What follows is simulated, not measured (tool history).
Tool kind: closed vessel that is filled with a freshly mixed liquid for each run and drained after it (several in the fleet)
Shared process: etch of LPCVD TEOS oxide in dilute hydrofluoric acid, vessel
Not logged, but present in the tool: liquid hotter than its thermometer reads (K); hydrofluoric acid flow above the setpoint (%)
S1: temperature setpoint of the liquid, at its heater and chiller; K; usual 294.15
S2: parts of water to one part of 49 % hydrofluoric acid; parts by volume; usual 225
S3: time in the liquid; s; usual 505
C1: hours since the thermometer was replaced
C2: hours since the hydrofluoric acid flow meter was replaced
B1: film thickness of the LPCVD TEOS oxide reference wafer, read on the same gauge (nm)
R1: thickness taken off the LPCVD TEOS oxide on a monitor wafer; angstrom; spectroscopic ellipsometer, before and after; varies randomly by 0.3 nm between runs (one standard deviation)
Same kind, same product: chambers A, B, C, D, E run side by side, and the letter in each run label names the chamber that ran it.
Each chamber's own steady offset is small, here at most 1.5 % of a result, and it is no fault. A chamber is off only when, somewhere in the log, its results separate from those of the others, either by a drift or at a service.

{"run": "1E", "day": 0.329, "S1": 294.15, "S2": 225, "S3": 505, "C1": 856.3, "C2": 333.2, "B1": 150.02, "R1": 471.28}
{"run": "2B", "day": 0.838, "S1": 294.15, "S2": 225, "S3": 505, "C1": 1090.2, "C2": 914.1, "B1": 149.99, "R1": 466.97}
{"run": "3A", "day": 1.25, "S1": 294.15, "S2": 225, "S3": 505, "C1": 143, "C2": 156.4, "B1": 150.02, "R1": 470.13}
{"run": "4C", "day": 1.721, "S1": 294.15, "S2": 225, "S3": 505, "C1": 839.1, "C2": 68.8, "B1": 150.01, "R1": 466.38}
{"run": "5D", "day": 2.017, "S1": 294.15, "S2": 270, "S3": 505, "C1": 470.2, "C2": 1232.7, "B1": 150, "R1": 374.66}
{"run": "6D", "day": 2.342, "S1": 294.15, "S2": 270, "S3": 505, "C1": 478, "C2": 1240.5, "B1": 150.01, "R1": 374.73}
{"run": "7B", "day": 2.633, "S1": 294.15, "S2": 270, "S3": 505, "C1": 1133.3, "C2": 957.2, "B1": 149.98, "R1": 376.57}
{"run": "8A", "day": 3.242, "S1": 294.15, "S2": 270, "S3": 505, "C1": 190.8, "C2": 204.2, "B1": 149.99, "R1": 377.24}
{"run": "9E", "day": 3.654, "S1": 294.15, "S2": 270, "S3": 505, "C1": 936.1, "C2": 413, "B1": 150, "R1": 375.59}
{"run": "10C", "day": 4.208, "S1": 294.15, "S2": 225, "S3": 505, "C1": 898.8, "C2": 128.5, "B1": 150, "R1": 467.64}
{"run": "11D", "day": 4.617, "S1": 294.15, "S2": 225, "S3": 505, "C1": 532.6, "C2": 1295.1, "B1": 150, "R1": 460.31}
{"run": "12E", "day": 5.079, "S1": 294.15, "S2": 225, "S3": 505, "C1": 970.3, "C2": 447.2, "B1": 150, "R1": 471.15}
{"run": "13C", "day": 5.667, "S1": 294.15, "S2": 225, "S3": 505, "C1": 933.8, "C2": 163.5, "B1": 149.99, "R1": 467.32}
{"run": "14A", "day": 6.138, "S1": 294.15, "S2": 225, "S3": 505, "C1": 260.3, "C2": 273.7, "B1": 150.01, "R1": 473.56}
{"run": "15B", "day": 6.538, "S1": 297.65, "S2": 225, "S3": 260, "C1": 1227, "C2": 1050.9, "B1": 150, "R1": 278.07}
{"run": "16D", "day": 7.125, "S1": 297.65, "S2": 225, "S3": 260, "C1": 592.8, "C2": 1355.3, "B1": 150, "R1": 270.8}
{"day": 7.183, "done": "chamber D: thermometer replaced"}
{"run": "17C", "day": 7.596, "S1": 297.65, "S2": 225, "S3": 260, "C1": 980.1, "C2": 209.8, "B1": 150, "R1": 276.22}
{"run": "18A", "day": 8.017, "S1": 297.65, "S2": 225, "S3": 260, "C1": 305.4, "C2": 318.8, "B1": 149.98, "R1": 277.79}
{"run": "19B", "day": 8.65, "S1": 297.65, "S2": 225, "S3": 260, "C1": 1277.7, "C2": 1101.6, "B1": 149.98, "R1": 274.75}
{"run": "20E", "day": 9.067, "S1": 294.15, "S2": 225, "S3": 505, "C1": 1066, "C2": 542.9, "B1": 150, "R1": 475.96}
{"run": "21A", "day": 9.65, "S1": 294.15, "S2": 225, "S3": 505, "C1": 344.6, "C2": 358, "B1": 150.03, "R1": 476.73}
{"run": "22D", "day": 10.267, "S1": 294.15, "S2": 225, "S3": 505, "C1": 74, "C2": 1430.7, "B1": 150.01, "R1": 468.09}
{"run": "23E", "day": 10.8, "S1": 294.15, "S2": 225, "S3": 505, "C1": 1107.6, "C2": 584.5, "B1": 150.01, "R1": 464.92}
{"run": "24B", "day": 11.1, "S1": 295.65, "S2": 225, "S3": 505, "C1": 1336.5, "C2": 1160.4, "B1": 149.99, "R1": 500.78}
{"run": "25C", "day": 11.488, "S1": 295.65, "S2": 225, "S3": 505, "C1": 1073.5, "C2": 303.2, "B1": 149.99, "R1": 497.78}
{"run": "26A", "day": 11.783, "S1": 295.65, "S2": 225, "S3": 505, "C1": 395.8, "C2": 409.2, "B1": 150, "R1": 498}
{"run": "27D", "day": 12.208, "S1": 295.65, "S2": 225, "S3": 505, "C1": 120.6, "C2": 1477.3, "B1": 149.99, "R1": 498.2}
{"run": "28E", "day": 12.788, "S1": 295.65, "S2": 225, "S3": 505, "C1": 1155.3, "C2": 632.2, "B1": 150, "R1": 502.83}
{"run": "29C", "day": 13.067, "S1": 294.15, "S2": 225, "S3": 505, "C1": 1111.4, "C2": 341.1, "B1": 150.01, "R1": 472.03}
{"run": "30B", "day": 13.683, "S1": 294.15, "S2": 225, "S3": 505, "C1": 1398.5, "C2": 1222.4, "B1": 150, "R1": 484.81}
{"run": "31A", "day": 14.292, "S1": 294.15, "S2": 225, "S3": 505, "C1": 456, "C2": 469.4, "B1": 149.99, "R1": 468.5}
{"run": "32B", "day": 14.788, "S1": 294.15, "S2": 225, "S3": 505, "C1": 1425, "C2": 1248.9, "B1": 150, "R1": 481.03}
{"run": "33C", "day": 15.379, "S1": 294.15, "S2": 310, "S3": 505, "C1": 1166.9, "C2": 396.6, "B1": 150.01, "R1": 314.13}
{"run": "34E", "day": 15.95, "S1": 294.15, "S2": 310, "S3": 505, "C1": 1231.2, "C2": 708.1, "B1": 149.99, "R1": 316.46}
{"run": "35D", "day": 16.238, "S1": 294.15, "S2": 310, "S3": 505, "C1": 217.3, "C2": 1574, "B1": 150, "R1": 311.12}
{"run": "36A", "day": 16.738, "S1": 294.15, "S2": 310, "S3": 505, "C1": 514.7, "C2": 528.1, "B1": 150.01, "R1": 314.06}
{"run": "37E", "day": 17.362, "S1": 294.15, "S2": 310, "S3": 505, "C1": 1265.1, "C2": 742, "B1": 149.99, "R1": 318.13}
{"day": 17.558, "done": "chamber E: thermometer replaced"}
{"run": "38B", "day": 17.667, "S1": 294.15, "S2": 225, "S3": 505, "C1": 1494.1, "C2": 1318, "B1": 150, "R1": 491.85}
{"run": "39C", "day": 18.058, "S1": 294.15, "S2": 225, "S3": 505, "C1": 1231.2, "C2": 460.9, "B1": 149.99, "R1": 473.61}
{"run": "40D", "day": 18.417, "S1": 294.15, "S2": 225, "S3": 505, "C1": 269.6, "C2": 1626.3, "B1": 150, "R1": 462.33}
{"run": "41C", "day": 18.788, "S1": 294.15, "S2": 225, "S3": 505, "C1": 1248.7, "C2": 478.4, "B1": 150, "R1": 473.5}
{"run": "42E", "day": 19.183, "S1": 294.15, "S2": 225, "S3": 505, "C1": 39, "C2": 785.7, "B1": 150, "R1": 479.41}
{"run": "43A", "day": 19.667, "S1": 294.15, "S2": 275, "S3": 505, "C1": 585, "C2": 598.4, "B1": 150, "R1": 366.03}
{"run": "44B", "day": 20.258, "S1": 294.15, "S2": 275, "S3": 505, "C1": 1556.3, "C2": 1380.2, "B1": 150.01, "R1": 379.6}

Predict what each chamber gives when all 5 of them run the settings below next.
{"run": "45A", "day": 20.712, "S1": 294.15, "S2": 225, "S3": 335, "R1": "?"}
{"run": "45B", "day": 20.712, "S1": 294.15, "S2": 225, "S3": 335, "R1": "?"}
{"run": "45C", "day": 20.712, "S1": 294.15, "S2": 225, "S3": 335, "R1": "?"}
{"run": "45D", "day": 20.712, "S1": 294.15, "S2": 225, "S3": 335, "R1": "?"}
{"run": "45E", "day": 20.712, "S1": 294.15, "S2": 225, "S3": 335, "R1": "?"}

run=45A R1=310.58
run=45B R1=327.37
run=45C R1=315.44
run=45D R1=313.49
run=45E R1=315.02

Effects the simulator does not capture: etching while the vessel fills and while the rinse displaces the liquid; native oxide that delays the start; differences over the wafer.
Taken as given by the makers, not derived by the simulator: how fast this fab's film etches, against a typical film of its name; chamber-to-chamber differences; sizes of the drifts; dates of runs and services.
